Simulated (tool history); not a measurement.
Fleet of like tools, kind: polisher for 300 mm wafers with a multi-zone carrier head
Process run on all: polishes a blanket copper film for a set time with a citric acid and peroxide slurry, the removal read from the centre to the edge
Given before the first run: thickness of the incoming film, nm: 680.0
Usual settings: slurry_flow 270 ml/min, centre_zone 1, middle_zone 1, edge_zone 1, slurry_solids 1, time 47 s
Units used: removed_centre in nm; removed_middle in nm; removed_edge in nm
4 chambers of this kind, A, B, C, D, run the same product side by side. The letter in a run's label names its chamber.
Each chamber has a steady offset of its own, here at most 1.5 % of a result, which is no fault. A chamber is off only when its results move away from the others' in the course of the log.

run   hour  slurry_flow  centre_zone  middle_zone  edge_zone  slurry_solids  time  removed_centre  removed_middle  removed_edge
 1D   10.2          270            1            1          1              1    47          101.94          100.77        101.26
 2C   16.5          270            1            1          1              1    47          101.38           100.8        101.23
      24.9  -- chamber A: slurry nozzle cleaned
 3B   28.4          270            1            1          1              1    47          101.69          101.77        101.12
 4A   34.4          270            1            1          1              1    47          100.43          100.11        101.15
 5B   45.8          270            1            1       0.94              1    47          101.76          100.34        97.916
 6C   54.4          270            1            1       0.94              1    47           100.9          100.07        97.476
      56.1  -- chamber C: worn pad replaced by a new one
      58.6  -- chamber D: worn pad replaced by a new one
 7A   61.3          270            1            1       0.94              1    47          101.86          100.94        96.443
 8D   71.3          270            1            1       0.94              1    47           102.2          99.741        98.291
      75.8  -- chamber A: worn pad replaced by a new one
 9D   82.4          270            1            1          1              1    47          101.28          101.08        100.61
10B   94.6          270            1            1          1              1    47          102.28          99.848        101.13
11C  100.7          270            1            1          1              1    47          101.66          101.56        101.11
     102.1  -- chamber C: centre zone pressure recalibrated
12A  106.5          270            1            1       1.05           0.75    47          96.643          93.496        97.067
     109.4  -- chamber D: slurry nozzle cleaned
     119.6  -- chamber D: worn pad replaced by a new one
13C  119.8          270            1            1       1.05           0.75    47          95.402          93.966        100.24
     125.6  -- chamber C: worn pad replaced by a new one
14A    128          270            1            1       1.05           0.75    47          95.645          93.157        94.994
     133.4  -- chamber B: slurry nozzle cleaned
15D  136.9          270            1            1       1.05           0.75    47          95.102          94.822        96.209
16B  142.8          270            1            1          1              1    47          100.02          97.345        98.968
17C  149.5          270            1            1          1              1    47          100.75          99.638        102.69
18B  162.8          270            1            1          1              1    47          96.706          96.904        99.176
19A  174.3          270            1            1          1              1    47          99.949          99.654        102.56
20D  182.1          270            1            1          1              1    47           100.7          102.44        100.88
     183.7  -- chamber D: worn pad replaced by a new one
     194.5  -- chamber A: worn pad replaced by a new one
21B  194.6          270            1            1          1              1    47           97.28          98.312        97.053
       196  -- chamber C: worn pad replaced by a new one
22A    204          270            1            1          1              1    47          99.237          99.722        99.451
23C  211.3          270            1            1          1              1    47           100.9          99.874        101.35
     213.5  -- chamber D: edge zone pressure recalibrated
     216.8  -- chamber D: centre zone pressure recalibrated
24D  222.8          270            1            1          1              1    47          102.63          101.83        101.28

Next, every chamber runs the same settings. What will each give?
25A  232.4          270            1            1       1.04              1    47               ?               ?             ?
25B  232.4          270            1            1       1.04              1    47               ?               ?             ?
25C  232.4          270            1            1       1.04              1    47               ?               ?             ?
25D  232.4          270            1            1       1.04              1    47               ?               ?             ?

run  removed_centre  removed_middle  removed_edge
25A          99.685           100.7        103.77
25B           96.21          93.972        96.997
25C          102.22          99.004        104.47
25D          101.78          102.32           103

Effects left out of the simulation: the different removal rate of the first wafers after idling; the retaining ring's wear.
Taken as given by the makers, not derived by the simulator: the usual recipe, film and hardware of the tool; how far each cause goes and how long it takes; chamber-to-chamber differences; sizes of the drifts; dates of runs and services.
